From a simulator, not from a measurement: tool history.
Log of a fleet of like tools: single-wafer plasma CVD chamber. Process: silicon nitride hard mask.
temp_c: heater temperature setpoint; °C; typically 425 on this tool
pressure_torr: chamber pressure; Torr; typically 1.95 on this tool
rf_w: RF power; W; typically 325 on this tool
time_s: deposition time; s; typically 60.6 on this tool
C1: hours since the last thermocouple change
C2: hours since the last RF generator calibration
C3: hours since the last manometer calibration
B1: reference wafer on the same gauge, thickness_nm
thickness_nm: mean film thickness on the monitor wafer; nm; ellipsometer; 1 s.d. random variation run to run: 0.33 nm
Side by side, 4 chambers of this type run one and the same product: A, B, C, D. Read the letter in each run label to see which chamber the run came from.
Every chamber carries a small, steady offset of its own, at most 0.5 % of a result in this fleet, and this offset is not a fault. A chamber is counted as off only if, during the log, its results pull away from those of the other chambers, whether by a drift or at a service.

Run 1C, hour 8.9: usual settings; C1 2158.5; C2 1966.7; C3 439.3; B1 79.389. Result: thickness_nm 76.514 nm.
Run 2D, hour 17.9: usual settings; C1 1477.2; C2 440.2; C3 308.7; B1 79.258. Result: thickness_nm 77.050 nm.
Run 3A, hour 26.8: usual settings; C1 485.8; C2 239.9; C3 1174.5; B1 79.308. Result: thickness_nm 77.285 nm.
At hour 29.5: chamber A: capacitance manometer re-zeroed and calibrated.
Run 4B, hour 36.3: usual settings; C1 1663.9; C2 811.4; C3 183.9; B1 79.355. Result: thickness_nm 76.652 nm.
Run 5D, hour 41.0: usual settings but pressure_torr 2.14 Torr, rf_w 275 W; C1 1500.3; C2 463.3; C3 331.8; B1 79.315. Result: thickness_nm 70.031 nm.
Run 6C, hour 46.8: usual settings but pressure_torr 2.14 Torr, rf_w 275 W; C1 2196.4; C2 2004.6; C3 477.2; B1 79.196. Result: thickness_nm 70.660 nm.
Run 7B, hour 52.9: usual settings but pressure_torr 2.14 Torr, rf_w 275 W; C1 1680.5; C2 828.0; C3 200.5; B1 79.306. Result: thickness_nm 70.490 nm.
Run 8A, hour 60.3: usual settings but pressure_torr 2.14 Torr, rf_w 275 W; C1 519.3; C2 273.4; C3 30.9; B1 79.293. Result: thickness_nm 70.290 nm.
Run 9D, hour 64.6: usual settings; C1 1523.9; C2 486.9; C3 355.4; B1 79.355. Result: thickness_nm 76.749 nm.
Run 10C, hour 74.0: usual settings but temp_c 435 °C; C1 2223.6; C2 2031.8; C3 504.4; B1 79.349. Result: thickness_nm 75.416 nm.
Run 11A, hour 83.0: usual settings but temp_c 435 °C; C1 542.0; C2 296.1; C3 53.6; B1 79.384. Result: thickness_nm 77.348 nm.
Run 12B, hour 91.5: usual settings but temp_c 435 °C; C1 1719.1; C2 866.6; C3 239.1; B1 79.241. Result: thickness_nm 76.470 nm.
Run 13D, hour 98.4: usual settings but temp_c 435 °C; C1 1557.7; C2 520.7; C3 389.2; B1 79.263. Result: thickness_nm 76.666 nm.
Run 14B, hour 106.0: usual settings; C1 1733.6; C2 881.1; C3 253.6; B1 79.322. Result: thickness_nm 76.081 nm.
Run 15C, hour 113.2: usual settings; C1 2262.8; C2 2071.0; C3 543.6; B1 79.327. Result: thickness_nm 76.609 nm.
Run 16A, hour 120.0: usual settings but temp_c 436 °C; C1 579.0; C2 333.1; C3 90.6; B1 79.310. Result: thickness_nm 77.376 nm.
Run 17C, hour 126.2: usual settings but temp_c 436 °C; C1 2275.8; C2 2084.0; C3 556.6; B1 79.242. Result: thickness_nm 76.468 nm.
Run 18A, hour 131.1: usual settings but temp_c 436 °C; C1 590.1; C2 344.2; C3 101.7; B1 79.261. Result: thickness_nm 76.915 nm.
Run 19B, hour 138.9: usual settings but temp_c 436 °C; C1 1766.5; C2 914.0; C3 286.5; B1 79.336. Result: thickness_nm 76.076 nm.
Run 20D, hour 144.3: usual settings; C1 1603.6; C2 566.6; C3 435.1; B1 79.314. Result: thickness_nm 77.036 nm.
Run 21D, hour 151.2: usual settings; C1 1610.5; C2 573.5; C3 442.0; B1 79.282. Result: thickness_nm 76.669 nm.
Run 22A, hour 158.3: usual settings; C1 617.3; C2 371.4; C3 128.9; B1 79.291. Result: thickness_nm 76.968 nm.
Run 23C, hour 163.2: usual settings; C1 2312.8; C2 2121.0; C3 593.6; B1 79.307. Result: thickness_nm 77.325 nm.
Run 24B, hour 172.2: usual settings; C1 1799.8; C2 947.3; C3 319.8; B1 79.320. Result: thickness_nm 76.274 nm.
Run 25B, hour 178.0: usual settings; C1 1805.6; C2 953.1; C3 325.6; B1 79.300. Result: thickness_nm 76.698 nm.
Run 26A, hour 184.4: usual settings but rf_w 380 W, time_s 54.7 s; C1 643.4; C2 397.5; C3 155.0; B1 79.330. Result: thickness_nm 76.552 nm.
Run 27D, hour 190.1: usual settings but rf_w 380 W, time_s 54.7 s; C1 1649.4; C2 612.4; C3 480.9; B1 79.339. Result: thickness_nm 76.432 nm.
Run 28C, hour 194.7: usual settings but rf_w 380 W, time_s 54.7 s; C1 2344.3; C2 2152.5; C3 625.1; B1 79.307. Result: thickness_nm 76.334 nm.
Run 29C, hour 199.9: usual settings but rf_w 380 W, time_s 54.7 s; C1 2349.5; C2 2157.7; C3 630.3; B1 79.292. Result: thickness_nm 75.233 nm.
Run 30D, hour 207.0: usual settings; C1 1666.3; C2 629.3; C3 497.8; B1 79.308. Result: thickness_nm 77.197 nm.
Run 31B, hour 213.6: usual settings; C1 1841.2; C2 988.7; C3 361.2; B1 79.282. Result: thickness_nm 76.591 nm.
Run 32A, hour 219.2: usual settings; C1 678.2; C2 432.3; C3 189.8; B1 79.360. Result: thickness_nm 76.712 nm.
Run 33B, hour 225.7: usual settings; C1 1853.3; C2 1000.8; C3 373.3; B1 79.288. Result: thickness_nm 76.444 nm.
Run 34D, hour 231.2: usual settings; C1 1690.5; C2 653.5; C3 522.0; B1 79.268. Result: thickness_nm 76.641 nm.
Run 35C, hour 239.8: usual settings; C1 2389.4; C2 2197.6; C3 670.2; B1 79.312. Result: thickness_nm 76.441 nm.
Run 36A, hour 245.5: usual settings but time_s 64.2 s; C1 704.5; C2 458.6; C3 216.1; B1 79.296. Result: thickness_nm 81.687 nm.
Run 37C, hour 251.8: usual settings but time_s 64.2 s; C1 2401.4; C2 2209.6; C3 682.2; B1 79.329. Result: thickness_nm 80.967 nm.
Run 38B, hour 260.2: usual settings but time_s 64.2 s; C1 1887.8; C2 1035.3; C3 407.8; B1 79.333. Result: thickness_nm 81.080 nm.
Run 39D, hour 264.6: usual settings but time_s 64.2 s; C1 1723.9; C2 686.9; C3 555.4; B1 79.287. Result: thickness_nm 81.680 nm.
Run 40A, hour 272.5: usual settings; C1 731.5; C2 485.6; C3 243.1; B1 79.243. Result: thickness_nm 77.001 nm.
Run 41A, hour 279.2: usual settings but pressure_torr 1.59 Torr, rf_w 295 W; C1 738.2; C2 492.3; C3 249.8; B1 79.230. Result: thickness_nm 68.167 nm.
Run 42B, hour 286.4: usual settings but pressure_torr 1.59 Torr, rf_w 295 W; C1 1914.0; C2 1061.5; C3 434.0; B1 79.278. Result: thickness_nm 67.594 nm.
Run 43C, hour 291.9: usual settings but pressure_torr 1.59 Torr, rf_w 295 W; C1 2441.5; C2 2249.7; C3 722.3; B1 79.202. Result: thickness_nm 67.711 nm.

All 4 chambers run these settings next. Forecast each chamber's results:
Run 44A, hour 298.8: usual settings but time_s 69.2 s. Result: thickness_nm ?.
Run 44B, hour 298.8: usual settings but time_s 69.2 s. Result: thickness_nm ?.
Run 44C, hour 298.8: usual settings but time_s 69.2 s. Result: thickness_nm ?.
Run 44D, hour 298.8: usual settings but time_s 69.2 s. Result: thickness_nm ?.

run  thickness_nm
44A        88.796
44B        87.138
44C        87.684
44D        87.898

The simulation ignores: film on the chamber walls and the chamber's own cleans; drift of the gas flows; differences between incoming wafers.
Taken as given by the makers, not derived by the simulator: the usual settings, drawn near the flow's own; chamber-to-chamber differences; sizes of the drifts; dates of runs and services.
